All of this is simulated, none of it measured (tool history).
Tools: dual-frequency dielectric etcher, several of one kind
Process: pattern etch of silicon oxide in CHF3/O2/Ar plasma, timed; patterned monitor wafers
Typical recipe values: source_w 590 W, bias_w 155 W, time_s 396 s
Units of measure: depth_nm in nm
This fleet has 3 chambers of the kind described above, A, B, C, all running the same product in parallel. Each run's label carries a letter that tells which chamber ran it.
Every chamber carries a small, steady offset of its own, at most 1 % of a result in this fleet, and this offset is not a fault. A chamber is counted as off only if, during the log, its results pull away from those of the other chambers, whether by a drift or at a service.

| run | hour | source_w | bias_w | time_s | hours since the last wet clean | hours since the last source power generator calibration | hours since the last bias power generator calibration | read-back reference wafer on the same gauge, depth_nm | depth_nm |
|---|---|---|---|---|---|---|---|---|---|
| 1A | 3.8 | 590 | 155 | 396 | 90.6 | 2068.4 | 3787.6 | 634.83 | 741.12 |
| 2B | 7.8 | 590 | 155 | 396 | 47.2 | 742.4 | 271.9 | 634.98 | 736.11 |
| 3C | 13.4 | 590 | 155 | 396 | 508.2 | 1064.4 | 2079.2 | 635.11 | 741.44 |
| 4C | 17.4 | 590 | 155 | 396 | 512.2 | 1068.4 | 2083.2 | 634.75 | 741.55 |
| 5A | 23.9 | 590 | 155 | 396 | 110.7 | 2088.5 | 3807.7 | 634.55 | 741.67 |
| 6B | 27.7 | 590 | 155 | 396 | 67.1 | 762.3 | 291.8 | 634.43 | 736.72 |
| 7B | 34 | 590 | 155 | 396 | 73.4 | 768.6 | 298.1 | 634.61 | 735.32 |
| 8C | 38.5 | 590 | 155 | 396 | 533.3 | 1089.5 | 2104.3 | 634.67 | 740.76 |
| 9A | 45.4 | 590 | 155 | 396 | 132.2 | 2110 | 3829.2 | 634.33 | 742.77 |
| 10C | 53.8 | 540 | 155 | 396 | 548.6 | 1104.8 | 2119.6 | 634.41 | 715.7 |
| 11B | 61.8 | 540 | 155 | 396 | 101.2 | 796.4 | 325.9 | 634.24 | 709.59 |
| 12A | 67.6 | 540 | 155 | 396 | 154.4 | 2132.2 | 3851.4 | 634.15 | 715.29 |
|  | 73 | chamber C: wet clean of the chamber |
| 13A | 73.7 | 590 | 155 | 396 | 160.5 | 2138.3 | 3857.5 | 634 | 740.31 |
| 14B | 81.5 | 590 | 155 | 396 | 120.9 | 816.1 | 345.6 | 633.95 | 735.97 |
| 15C | 86.3 | 590 | 155 | 396 | 13.3 | 1137.3 | 2152.1 | 633.73 | 739.94 |
| 16B | 91.5 | 500 | 155 | 445 | 130.9 | 826.1 | 355.6 | 633.98 | 773.47 |
| 17C | 97 | 500 | 155 | 445 | 24 | 1148 | 2162.8 | 633.9 | 780.92 |
| 18A | 105.3 | 500 | 155 | 445 | 192.1 | 2169.9 | 3889.1 | 633.84 | 781.26 |
| 19C | 111.3 | 590 | 155 | 396 | 38.3 | 1162.3 | 2177.1 | 633.69 | 739.62 |
| 20B | 118.3 | 590 | 155 | 396 | 157.7 | 852.9 | 382.4 | 633.93 | 734.29 |
| 21A | 122.8 | 590 | 155 | 396 | 209.6 | 2187.4 | 3906.6 | 633.49 | 740.05 |
|  | 124.2 | chamber A: bias power generator calibrated |
| 22A | 128.9 | 590 | 192 | 396 | 215.7 | 2193.5 | 4.7 | 633.51 | 794.99 |
| 23B | 134.1 | 590 | 192 | 396 | 173.5 | 868.7 | 398.2 | 633.19 | 788.88 |
| 24C | 140.8 | 590 | 192 | 396 | 67.8 | 1191.8 | 2206.6 | 633.43 | 795.48 |
| 25B | 147.3 | 690 | 155 | 396 | 186.7 | 881.9 | 411.4 | 633.37 | 780.91 |
| 26A | 155.3 | 690 | 155 | 396 | 242.1 | 2219.9 | 31.1 | 633.37 | 784.77 |
| 27C | 160.1 | 690 | 155 | 396 | 87.1 | 1211.1 | 2225.9 | 633.1 | 785.16 |
| 28B | 167.3 | 590 | 155 | 396 | 206.7 | 901.9 | 431.4 | 633.1 | 733.58 |
| 29C | 171.7 | 590 | 155 | 396 | 98.7 | 1222.7 | 2237.5 | 633.03 | 738.83 |
| 30A | 179.6 | 590 | 186 | 293 | 266.4 | 2244.2 | 55.4 | 633.05 | 580.07 |
| 31A | 187.7 | 590 | 186 | 293 | 274.5 | 2252.3 | 63.5 | 632.9 | 581.38 |
| 32C | 194.9 | 590 | 186 | 293 | 121.9 | 1245.9 | 2260.7 | 632.8 | 579.91 |
| 33B | 202 | 590 | 155 | 396 | 241.4 | 936.6 | 466.1 | 632.78 | 732.96 |
| 34C | 206.9 | 590 | 155 | 396 | 133.9 | 1257.9 | 2272.7 | 632.54 | 738.45 |
| 35B | 212.1 | 590 | 155 | 396 | 251.5 | 946.7 | 476.2 | 632.37 | 732.54 |
| 36A | 218.7 | 590 | 155 | 396 | 305.5 | 2283.3 | 94.5 | 632.28 | 740.38 |
| 37C | 224.6 | 500 | 155 | 396 | 151.6 | 1275.6 | 2290.4 | 632.42 | 693.21 |
| 38B | 229.6 | 500 | 155 | 396 | 269 | 964.2 | 493.7 | 632.28 | 686.53 |
| 39A | 235.3 | 500 | 155 | 396 | 322.1 | 2299.9 | 111.1 | 632.32 | 693.57 |
| 40B | 242.5 | 590 | 155 | 396 | 281.9 | 977.1 | 506.6 | 632.12 | 733.22 |
| 41A | 250.2 | 590 | 155 | 396 | 337 | 2314.8 | 126 | 632.13 | 738.23 |

For the next run the whole fleet of 3 chambers uses the same settings. Give each chamber's results:
| 42A | 256.3 | 740 | 155 | 396 |  |  |  |  | ? |
| 42B | 256.3 | 740 | 155 | 396 |  |  |  |  | ? |
| 42C | 256.3 | 740 | 155 | 396 |  |  |  |  | ? |

| run | depth_nm |
|---|---|
| 42A | 804.16 |
| 42B | 800.39 |
| 42C | 804.61 |
